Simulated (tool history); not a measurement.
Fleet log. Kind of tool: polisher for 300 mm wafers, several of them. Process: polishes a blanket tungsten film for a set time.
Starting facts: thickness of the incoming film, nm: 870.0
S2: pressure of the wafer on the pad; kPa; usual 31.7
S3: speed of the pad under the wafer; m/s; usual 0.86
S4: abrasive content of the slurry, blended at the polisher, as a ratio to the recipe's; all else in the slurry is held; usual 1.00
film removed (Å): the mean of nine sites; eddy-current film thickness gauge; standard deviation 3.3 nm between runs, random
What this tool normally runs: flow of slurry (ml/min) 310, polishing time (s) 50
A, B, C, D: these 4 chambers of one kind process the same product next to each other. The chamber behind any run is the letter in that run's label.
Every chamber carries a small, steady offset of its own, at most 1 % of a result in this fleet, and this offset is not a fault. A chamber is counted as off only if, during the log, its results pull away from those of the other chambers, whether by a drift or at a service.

-- hour=6.6 chamber C: slurry blender recalibrated
-- hour=9.7 chamber A: slurry nozzle cleaned
-- hour=14.2 chamber B: worn pad replaced by a new one
-- hour=14.4 chamber B: slurry blender recalibrated
run 1A hour=14.5 | flow_of_slurry_(ml/min)=310 S2=31.7 S3=0.86 S4=1.00 polishing_time_(s)=50 | film_removed_(Å)=2215.5
run 2B hour=27.8 | flow_of_slurry_(ml/min)=310 S2=31.7 S3=0.86 S4=1.00 polishing_time_(s)=50 | film_removed_(Å)=2209.0
run 3C hour=35.0 | flow_of_slurry_(ml/min)=310 S2=31.7 S3=0.86 S4=1.00 polishing_time_(s)=50 | film_removed_(Å)=2236.1
-- hour=43.5 chamber D: worn pad replaced by a new one
run 4D hour=48.0 | flow_of_slurry_(ml/min)=310 S2=31.7 S3=0.86 S4=1.00 polishing_time_(s)=50 | film_removed_(Å)=2234.2
-- hour=49.2 chamber B: slurry tank refilled with fresh slurry and peroxide
-- hour=56.4 chamber C: worn pad replaced by a new one
run 5A hour=56.6 | flow_of_slurry_(ml/min)=310 S2=31.7 S3=0.86 S4=1.00 polishing_time_(s)=50 | film_removed_(Å)=2178.8
-- hour=58.9 chamber A: slurry tank refilled with fresh slurry and peroxide
-- hour=62.2 chamber A: worn pad replaced by a new one
run 6C hour=68.4 | flow_of_slurry_(ml/min)=310 S2=31.7 S3=0.86 S4=1.00 polishing_time_(s)=50 | film_removed_(Å)=2205.2
-- hour=72.4 chamber A: slurry blender recalibrated
run 7D hour=83.5 | flow_of_slurry_(ml/min)=310 S2=31.7 S3=0.86 S4=1.00 polishing_time_(s)=50 | film_removed_(Å)=2217.2
-- hour=91.5 chamber B: worn pad replaced by a new one
run 8B hour=93.8 | flow_of_slurry_(ml/min)=310 S2=31.7 S3=0.86 S4=1.00 polishing_time_(s)=50 | film_removed_(Å)=2212.1
run 9D hour=102.4 | flow_of_slurry_(ml/min)=215 S2=27.6 S3=0.86 S4=1.00 polishing_time_(s)=50 | film_removed_(Å)=1877.3
run 10B hour=115.1 | flow_of_slurry_(ml/min)=215 S2=27.6 S3=0.86 S4=1.00 polishing_time_(s)=50 | film_removed_(Å)=1844.3
run 11C hour=127.3 | flow_of_slurry_(ml/min)=215 S2=27.6 S3=0.86 S4=1.00 polishing_time_(s)=50 | film_removed_(Å)=1834.7
-- hour=127.5 chamber D: worn pad replaced by a new one
-- hour=136.0 chamber C: worn pad replaced by a new one
run 12A hour=137.6 | flow_of_slurry_(ml/min)=215 S2=27.6 S3=0.86 S4=1.00 polishing_time_(s)=50 | film_removed_(Å)=1892.2
run 13D hour=147.9 | flow_of_slurry_(ml/min)=310 S2=31.7 S3=0.86 S4=1.00 polishing_time_(s)=50 | film_removed_(Å)=2252.1
-- hour=149.3 chamber B: slurry blender recalibrated
-- hour=156.0 chamber A: slurry tank refilled with fresh slurry and peroxide
-- hour=156.7 chamber A: worn pad replaced by a new one
run 14C hour=156.7 | flow_of_slurry_(ml/min)=310 S2=31.7 S3=0.86 S4=1.00 polishing_time_(s)=50 | film_removed_(Å)=2236.4
-- hour=157.7 chamber D: head pressure recalibrated
run 15B hour=163.5 | flow_of_slurry_(ml/min)=310 S2=31.7 S3=0.86 S4=1.00 polishing_time_(s)=50 | film_removed_(Å)=2202.5
run 16A hour=173.1 | flow_of_slurry_(ml/min)=310 S2=31.7 S3=0.86 S4=1.00 polishing_time_(s)=50 | film_removed_(Å)=2250.6
-- hour=173.7 chamber C: head pressure recalibrated
-- hour=175.5 chamber B: worn pad replaced by a new one
-- hour=176.7 chamber A: slurry blender recalibrated
run 17B hour=186.5 | flow_of_slurry_(ml/min)=310 S2=31.7 S3=0.86 S4=1.00 polishing_time_(s)=50 | film_removed_(Å)=2204.5
-- hour=191.3 chamber C: slurry tank refilled with fresh slurry and peroxide
run 18A hour=200.9 | flow_of_slurry_(ml/min)=310 S2=31.7 S3=0.86 S4=1.00 polishing_time_(s)=50 | film_removed_(Å)=2211.8
-- hour=206.1 chamber B: slurry tank refilled with fresh slurry and peroxide
run 19C hour=207.9 | flow_of_slurry_(ml/min)=310 S2=31.7 S3=0.86 S4=1.00 polishing_time_(s)=50 | film_removed_(Å)=2222.3
-- hour=213.1 chamber C: slurry blender recalibrated
-- hour=213.7 chamber D: worn pad replaced by a new one
run 20D hour=216.8 | flow_of_slurry_(ml/min)=310 S2=31.7 S3=0.86 S4=1.00 polishing_time_(s)=50 | film_removed_(Å)=2162.4
-- hour=217.9 chamber C: worn pad replaced by a new one
run 21D hour=228.2 | flow_of_slurry_(ml/min)=310 S2=31.7 S3=0.86 S4=1.00 polishing_time_(s)=50 | film_removed_(Å)=2218.9
-- hour=236.2 chamber B: slurry nozzle cleaned
run 22A hour=241.1 | flow_of_slurry_(ml/min)=310 S2=31.7 S3=0.86 S4=1.00 polishing_time_(s)=50 | film_removed_(Å)=2227.1
-- hour=248.4 chamber A: worn pad replaced by a new one
-- hour=252.5 chamber C: slurry nozzle cleaned
-- hour=253.2 chamber A: slurry tank refilled with fresh slurry and peroxide
run 23C hour=255.4 | flow_of_slurry_(ml/min)=310 S2=31.7 S3=0.86 S4=1.00 polishing_time_(s)=50 | film_removed_(Å)=2190.7
run 24B hour=265.3 | flow_of_slurry_(ml/min)=310 S2=31.7 S3=0.86 S4=1.15 polishing_time_(s)=50 | film_removed_(Å)=2314.9
-- hour=274.4 chamber B: worn pad replaced by a new one
-- hour=278.1 chamber B: slurry blender recalibrated
run 25A hour=278.3 | flow_of_slurry_(ml/min)=310 S2=31.7 S3=0.86 S4=1.15 polishing_time_(s)=50 | film_removed_(Å)=2320.5
-- hour=289.0 chamber A: slurry blender recalibrated
run 26C hour=292.1 | flow_of_slurry_(ml/min)=310 S2=31.7 S3=0.86 S4=1.15 polishing_time_(s)=50 | film_removed_(Å)=2282.2
run 27D hour=303.2 | flow_of_slurry_(ml/min)=310 S2=31.7 S3=0.86 S4=1.15 polishing_time_(s)=50 | film_removed_(Å)=2171.3
-- hour=304.6 chamber C: worn pad replaced by a new one
-- hour=314.3 chamber D: worn pad replaced by a new one
run 28B hour=316.3 | flow_of_slurry_(ml/min)=310 S2=31.7 S3=0.74 S4=1.00 polishing_time_(s)=50 | film_removed_(Å)=1926.8
-- hour=327.7 chamber A: worn pad replaced by a new one
run 29D hour=328.2 | flow_of_slurry_(ml/min)=310 S2=31.7 S3=0.74 S4=1.00 polishing_time_(s)=50 | film_removed_(Å)=1773.3
-- hour=335.5 chamber D: slurry blender recalibrated
run 30C hour=338.2 | flow_of_slurry_(ml/min)=310 S2=31.7 S3=0.74 S4=1.00 polishing_time_(s)=50 | film_removed_(Å)=1861.6
run 31B hour=348.3 | flow_of_slurry_(ml/min)=310 S2=31.7 S3=0.74 S4=1.00 polishing_time_(s)=50 | film_removed_(Å)=1933.7
-- hour=350.4 chamber A: slurry tank refilled with fresh slurry and peroxide
-- hour=353.6 chamber B: worn pad replaced by a new one
run 32A hour=355.7 | flow_of_slurry_(ml/min)=310 S2=31.7 S3=0.86 S4=1.00 polishing_time_(s)=50 | film_removed_(Å)=2221.3
run 33B hour=362.8 | flow_of_slurry_(ml/min)=310 S2=31.7 S3=0.86 S4=1.00 polishing_time_(s)=50 | film_removed_(Å)=2247.6
run 34C hour=372.1 | flow_of_slurry_(ml/min)=310 S2=31.7 S3=0.86 S4=1.10 polishing_time_(s)=50 | film_removed_(Å)=2264.6
-- hour=372.6 chamber B: head pressure recalibrated
run 35D hour=382.5 | flow_of_slurry_(ml/min)=310 S2=31.7 S3=0.86 S4=1.10 polishing_time_(s)=50 | film_removed_(Å)=2096.8
-- hour=390.8 chamber B: slurry tank refilled with fresh slurry and peroxide
-- hour=391.9 chamber D: worn pad replaced by a new one
-- hour=392.2 chamber A: slurry blender recalibrated
-- hour=392.4 chamber C: slurry tank refilled with fresh slurry and peroxide
run 36A hour=394.3 | flow_of_slurry_(ml/min)=310 S2=31.7 S3=0.86 S4=1.10 polishing_time_(s)=50 | film_removed_(Å)=2260.2
run 37B hour=401.9 | flow_of_slurry_(ml/min)=310 S2=31.7 S3=0.86 S4=1.10 polishing_time_(s)=50 | film_removed_(Å)=2211.9
-- hour=402.9 chamber C: worn pad replaced by a new one
run 38A hour=409.1 | flow_of_slurry_(ml/min)=310 S2=31.7 S3=0.86 S4=1.00 polishing_time_(s)=50 | film_removed_(Å)=2204.3
-- hour=414.2 chamber A: worn pad replaced by a new one
-- hour=414.5 chamber C: slurry blender recalibrated
run 39C hour=419.5 | flow_of_slurry_(ml/min)=310 S2=31.7 S3=0.86 S4=1.00 polishing_time_(s)=50 | film_removed_(Å)=2168.2
run 40D hour=427.4 | flow_of_slurry_(ml/min)=310 S2=31.7 S3=0.86 S4=1.10 polishing_time_(s)=35 | film_removed_(Å)=1392.5
run 41A hour=435.2 | flow_of_slurry_(ml/min)=310 S2=31.7 S3=0.86 S4=1.10 polishing_time_(s)=35 | film_removed_(Å)=1569.3
run 42D hour=446.6 | flow_of_slurry_(ml/min)=310 S2=31.7 S3=0.86 S4=1.10 polishing_time_(s)=35 | film_removed_(Å)=1356.7

All 4 chambers run these settings next. Forecast each chamber's results:
run 43A hour=457.5 | flow_of_slurry_(ml/min)=310 S2=31.7 S3=0.86 S4=1.00 polishing_time_(s)=50 | film_removed_(Å)=?
run 43B hour=457.5 | flow_of_slurry_(ml/min)=310 S2=31.7 S3=0.86 S4=1.00 polishing_time_(s)=50 | film_removed_(Å)=?
run 43C hour=457.5 | flow_of_slurry_(ml/min)=310 S2=31.7 S3=0.86 S4=1.00 polishing_time_(s)=50 | film_removed_(Å)=?
run 43D hour=457.5 | flow_of_slurry_(ml/min)=310 S2=31.7 S3=0.86 S4=1.00 polishing_time_(s)=50 | film_removed_(Å)=?

run=43A film_removed_(Å)=2194.6
run=43B film_removed_(Å)=2205.2
run=43C film_removed_(Å)=2226.8
run=43D film_removed_(Å)=1907.1
